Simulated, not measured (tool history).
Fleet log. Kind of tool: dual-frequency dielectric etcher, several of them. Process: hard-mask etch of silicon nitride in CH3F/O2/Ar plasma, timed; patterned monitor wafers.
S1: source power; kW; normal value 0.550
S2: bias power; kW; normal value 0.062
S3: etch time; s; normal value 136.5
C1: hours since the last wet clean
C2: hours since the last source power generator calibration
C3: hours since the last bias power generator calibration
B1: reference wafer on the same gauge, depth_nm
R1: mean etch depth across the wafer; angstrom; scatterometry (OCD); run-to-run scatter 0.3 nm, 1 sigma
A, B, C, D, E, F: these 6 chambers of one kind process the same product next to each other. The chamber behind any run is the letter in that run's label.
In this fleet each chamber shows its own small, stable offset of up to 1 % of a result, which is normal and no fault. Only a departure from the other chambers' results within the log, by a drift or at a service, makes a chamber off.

run,hour,S1,S2,S3,C1,C2,C3,B1,R1
1F,9.2,0.550,0.062,136.5,220.4,728.4,3745.5,93.019,1026.0
2B,15.9,0.550,0.062,136.5,109.9,1837.2,1516.9,93.000,1027.7
3A,25.2,0.550,0.062,136.5,430.8,953.6,503.9,93.034,1024.6
4E,35.8,0.550,0.062,136.5,403.2,1967.1,187.0,93.015,1020.2
# hour 41.8: chamber A: wet clean of the chamber
5C,50.1,0.600,0.071,136.5,127.8,651.7,1607.8,93.055,1113.4
6D,61.4,0.600,0.071,136.5,107.7,2227.2,114.3,93.040,1113.5
7E,72.5,0.600,0.071,136.5,439.9,2003.8,223.7,92.970,1104.3
8C,78.8,0.600,0.071,136.5,156.5,680.4,1636.5,92.982,1116.7
9F,93.3,0.600,0.071,136.5,304.5,812.5,3829.6,93.043,1114.5
10B,106.1,0.600,0.071,136.5,200.1,1927.4,1607.1,93.027,1117.3
11A,119.0,0.550,0.062,136.5,77.2,1047.4,597.7,93.047,1024.4
# hour 130.0: chamber E: wet clean of the chamber
12D,132.6,0.550,0.062,136.5,178.9,2298.4,185.5,92.917,1034.4
13D,140.4,0.550,0.062,136.5,186.7,2306.2,193.3,92.963,1035.7
14C,155.0,0.550,0.062,136.5,232.7,756.6,1712.7,92.996,1033.1
15B,165.5,0.670,0.053,136.5,259.5,1986.8,1666.5,93.097,1057.8
16E,176.5,0.670,0.053,136.5,46.6,2107.8,327.7,93.060,1052.0
17F,188.7,0.670,0.053,136.5,399.9,907.9,3925.0,93.004,1063.6
18A,201.4,0.670,0.053,136.5,159.6,1129.8,680.1,93.000,1054.2
19B,212.0,0.670,0.053,136.5,306.0,2033.3,1713.0,93.025,1055.2
20D,220.0,0.670,0.053,136.5,266.3,2385.8,272.9,92.998,1059.6
# hour 223.8: chamber B: source power generator calibrated
21F,227.4,0.550,0.062,136.5,438.6,946.6,3963.7,92.990,1033.3
22C,237.3,0.550,0.062,136.5,315.0,838.9,1795.0,93.085,1031.3
23E,248.5,0.550,0.062,136.5,118.6,2179.8,399.7,93.014,1020.5
24A,261.7,0.550,0.062,136.5,219.9,1190.1,740.4,92.952,1025.9
25F,268.9,0.550,0.062,136.5,480.1,988.1,4005.2,93.000,1032.7
# hour 272.7: chamber F: wet clean of the chamber
26B,275.6,0.550,0.062,136.5,369.6,51.9,1776.6,93.034,1024.7
27A,282.3,0.550,0.062,136.5,240.5,1210.7,761.0,93.010,1022.7
28D,294.7,0.550,0.062,136.5,341.0,2460.5,347.6,92.957,1037.3
29E,302.8,0.550,0.062,136.5,172.9,2234.1,454.0,93.045,1019.2
30C,314.4,0.550,0.062,136.5,392.1,916.0,1872.1,92.940,1037.2
31D,323.5,0.550,0.062,136.5,369.8,2489.3,376.4,92.983,1030.4
32C,329.9,0.550,0.062,136.5,407.6,931.5,1887.6,92.995,1030.7
33F,340.2,0.550,0.062,136.5,67.5,1059.4,4076.5,93.072,1007.1
34B,350.4,0.550,0.062,136.5,444.4,126.7,1851.4,92.943,1029.2
35E,362.3,0.550,0.070,150.0,232.4,2293.6,513.5,93.008,1173.8
36A,374.5,0.550,0.070,150.0,332.7,1302.9,853.2,92.999,1173.9
37A,385.3,0.550,0.070,150.0,343.5,1313.7,864.0,93.025,1173.3
38E,397.2,0.550,0.070,150.0,267.3,2328.5,548.4,92.968,1169.8
39F,407.2,0.550,0.070,150.0,134.5,1126.4,4143.5,93.029,1163.3
40D,413.6,0.550,0.070,150.0,459.9,2579.4,466.5,92.983,1175.6
41C,424.7,0.550,0.062,136.5,502.4,1026.3,1982.4,93.020,1032.0

Next, all 6 chambers run the settings below, one line each with question marks for the results. What does each chamber give?
42A,435.2,0.550,0.062,136.5,,,,,?
42B,435.2,0.550,0.062,136.5,,,,,?
42C,435.2,0.550,0.062,136.5,,,,,?
42D,435.2,0.550,0.062,136.5,,,,,?
42E,435.2,0.550,0.062,136.5,,,,,?
42F,435.2,0.550,0.062,136.5,,,,,?

run,R1
42A,1021.8
42B,1025.7
42C,1031.4
42D,1029.0
42E,1019.6
42F,1012.0
